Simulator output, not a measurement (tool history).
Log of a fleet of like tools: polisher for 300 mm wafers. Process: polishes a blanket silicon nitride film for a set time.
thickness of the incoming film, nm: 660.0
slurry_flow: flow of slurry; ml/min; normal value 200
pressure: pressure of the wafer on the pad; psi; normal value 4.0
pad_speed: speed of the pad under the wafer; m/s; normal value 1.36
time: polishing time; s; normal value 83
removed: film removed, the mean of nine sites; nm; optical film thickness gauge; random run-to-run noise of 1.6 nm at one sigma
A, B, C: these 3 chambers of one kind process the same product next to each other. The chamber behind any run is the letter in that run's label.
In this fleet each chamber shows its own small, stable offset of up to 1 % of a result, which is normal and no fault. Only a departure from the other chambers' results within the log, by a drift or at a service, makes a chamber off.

{"run": "1C", "day": 0.342, "slurry_flow": 200, "pressure": 4.0, "pad_speed": 1.36, "time": 83, "removed": 210.4}
{"run": "2B", "day": 0.862, "slurry_flow": 200, "pressure": 4.0, "pad_speed": 1.36, "time": 83, "removed": 207.29}
{"run": "3A", "day": 1.396, "slurry_flow": 200, "pressure": 4.0, "pad_speed": 1.36, "time": 83, "removed": 212.31}
{"day": 1.858, "done": "chamber A: head pressure recalibrated"}
{"day": 2.017, "done": "chamber B: head pressure recalibrated"}
{"day": 2.029, "done": "chamber B: worn pad replaced by a new one"}
{"run": "4A", "day": 2.062, "slurry_flow": 200, "pressure": 4.0, "pad_speed": 1.36, "time": 83, "removed": 209.14}
{"run": "5B", "day": 2.462, "slurry_flow": 200, "pressure": 4.0, "pad_speed": 1.36, "time": 83, "removed": 209.68}
{"run": "6C", "day": 2.762, "slurry_flow": 200, "pressure": 4.0, "pad_speed": 1.36, "time": 83, "removed": 210.23}
{"run": "7B", "day": 3.2, "slurry_flow": 200, "pressure": 4.0, "pad_speed": 1.36, "time": 83, "removed": 208.45}
{"day": 3.229, "done": "chamber A: worn pad replaced by a new one"}
{"run": "8A", "day": 3.888, "slurry_flow": 200, "pressure": 5.2, "pad_speed": 1.36, "time": 83, "removed": 274.12}
{"run": "9C", "day": 4.462, "slurry_flow": 200, "pressure": 5.2, "pad_speed": 1.36, "time": 83, "removed": 270.18}
{"run": "10B", "day": 4.883, "slurry_flow": 200, "pressure": 5.2, "pad_speed": 1.36, "time": 83, "removed": 270.0}
{"run": "11A", "day": 5.542, "slurry_flow": 200, "pressure": 4.0, "pad_speed": 1.36, "time": 83, "removed": 211.81}
{"day": 6.004, "done": "chamber C: worn pad replaced by a new one"}
{"run": "12C", "day": 6.092, "slurry_flow": 200, "pressure": 4.0, "pad_speed": 1.36, "time": 83, "removed": 206.8}
{"day": 6.521, "done": "chamber C: head pressure recalibrated"}
{"day": 6.596, "done": "chamber A: worn pad replaced by a new one"}
{"run": "13B", "day": 6.708, "slurry_flow": 200, "pressure": 4.0, "pad_speed": 1.36, "time": 83, "removed": 209.32}
{"run": "14A", "day": 7.304, "slurry_flow": 200, "pressure": 4.0, "pad_speed": 1.36, "time": 83, "removed": 211.26}
{"run": "15C", "day": 7.729, "slurry_flow": 200, "pressure": 4.0, "pad_speed": 1.36, "time": 83, "removed": 207.29}
{"run": "16B", "day": 8.283, "slurry_flow": 200, "pressure": 4.0, "pad_speed": 1.36, "time": 83, "removed": 208.53}
{"day": 8.592, "done": "chamber B: worn pad replaced by a new one"}
{"run": "17A", "day": 8.629, "slurry_flow": 200, "pressure": 4.0, "pad_speed": 1.36, "time": 83, "removed": 210.98}
{"run": "18C", "day": 9.058, "slurry_flow": 200, "pressure": 4.0, "pad_speed": 1.36, "time": 83, "removed": 206.74}
{"day": 9.608, "done": "chamber A: slurry nozzle cleaned"}
{"run": "19B", "day": 9.708, "slurry_flow": 200, "pressure": 4.0, "pad_speed": 1.36, "time": 83, "removed": 207.81}
{"run": "20C", "day": 10.1, "slurry_flow": 200, "pressure": 4.0, "pad_speed": 1.36, "time": 83, "removed": 203.93}
{"day": 10.183, "done": "chamber A: worn pad replaced by a new one"}
{"run": "21A", "day": 10.512, "slurry_flow": 200, "pressure": 4.0, "pad_speed": 1.36, "time": 83, "removed": 210.61}
{"run": "22C", "day": 10.942, "slurry_flow": 200, "pressure": 4.0, "pad_speed": 1.36, "time": 83, "removed": 202.84}
{"run": "23A", "day": 11.429, "slurry_flow": 200, "pressure": 4.0, "pad_speed": 1.36, "time": 83, "removed": 211.46}
{"run": "24B", "day": 12.033, "slurry_flow": 200, "pressure": 4.0, "pad_speed": 1.36, "time": 83, "removed": 206.98}
{"run": "25C", "day": 12.333, "slurry_flow": 200, "pressure": 4.0, "pad_speed": 1.36, "time": 83, "removed": 202.11}
{"day": 12.371, "done": "chamber C: worn pad replaced by a new one"}
{"run": "26A", "day": 13.012, "slurry_flow": 200, "pressure": 4.0, "pad_speed": 1.36, "time": 83, "removed": 211.6}
{"run": "27B", "day": 13.579, "slurry_flow": 200, "pressure": 4.0, "pad_speed": 1.36, "time": 83, "removed": 208.27}
{"run": "28A", "day": 14.071, "slurry_flow": 200, "pressure": 4.0, "pad_speed": 1.36, "time": 83, "removed": 210.31}
{"day": 14.292, "done": "chamber A: worn pad replaced by a new one"}
{"run": "29B", "day": 14.417, "slurry_flow": 200, "pressure": 4.0, "pad_speed": 1.36, "time": 83, "removed": 211.62}
{"day": 14.654, "done": "chamber B: worn pad replaced by a new one"}
{"run": "30C", "day": 15.062, "slurry_flow": 200, "pressure": 4.0, "pad_speed": 1.36, "time": 83, "removed": 195.93}
{"run": "31C", "day": 15.571, "slurry_flow": 200, "pressure": 4.0, "pad_speed": 1.36, "time": 83, "removed": 199.02}
{"run": "32A", "day": 16.071, "slurry_flow": 200, "pressure": 4.0, "pad_speed": 1.36, "time": 83, "removed": 213.55}
{"run": "33B", "day": 16.458, "slurry_flow": 200, "pressure": 4.0, "pad_speed": 1.36, "time": 83, "removed": 211.4}
{"run": "34A", "day": 16.929, "slurry_flow": 200, "pressure": 4.0, "pad_speed": 1.36, "time": 83, "removed": 212.5}
{"run": "35C", "day": 17.358, "slurry_flow": 200, "pressure": 4.0, "pad_speed": 1.36, "time": 83, "removed": 195.27}

Does one chamber stand apart from the rest, does the shared gauge drift, or is all well apart from small per-chamber offsets? Give the chamber and the most likely cause, where there is one.

One chamber, C, drifts off from the rest bit by bit.
Most likely cause: slurry flow missing at the pad, % = 41.2.

Chamber C could run next with any of the 4 candidate recipes listed below; each alters the usual settings, and their results appear as question marks. Which one brings its results back in line with what the other chambers deliver on the usual settings?
In-line tolerance around the mean of the other chambers on the usual settings: removed 5.50 nm
{"run": "36C-1", "day": 17.85, "slurry_flow": 205, "pressure": 4.5, "pad_speed": 1.48, "time": 83, "removed": "?"}
{"run": "36C-2", "day": 17.85, "slurry_flow": 195, "pressure": 4.0, "pad_speed": 1.22, "time": 83, "removed": "?"}
{"run": "36C-3", "day": 17.85, "slurry_flow": 200, "pressure": 3.6, "pad_speed": 1.24, "time": 83, "removed": "?"}
{"run": "36C-4", "day": 17.85, "slurry_flow": 200, "pressure": 4.1, "pad_speed": 1.4, "time": 86, "removed": "?"}

The other chambers' mean on the usual settings: removed 210.39 nm
run=36C-1 removed=231.34
run=36C-2 removed=174.84
run=36C-3 removed=160.40
run=36C-4 removed=208.09
With 36C-4, the chamber falls back in line with the rest.
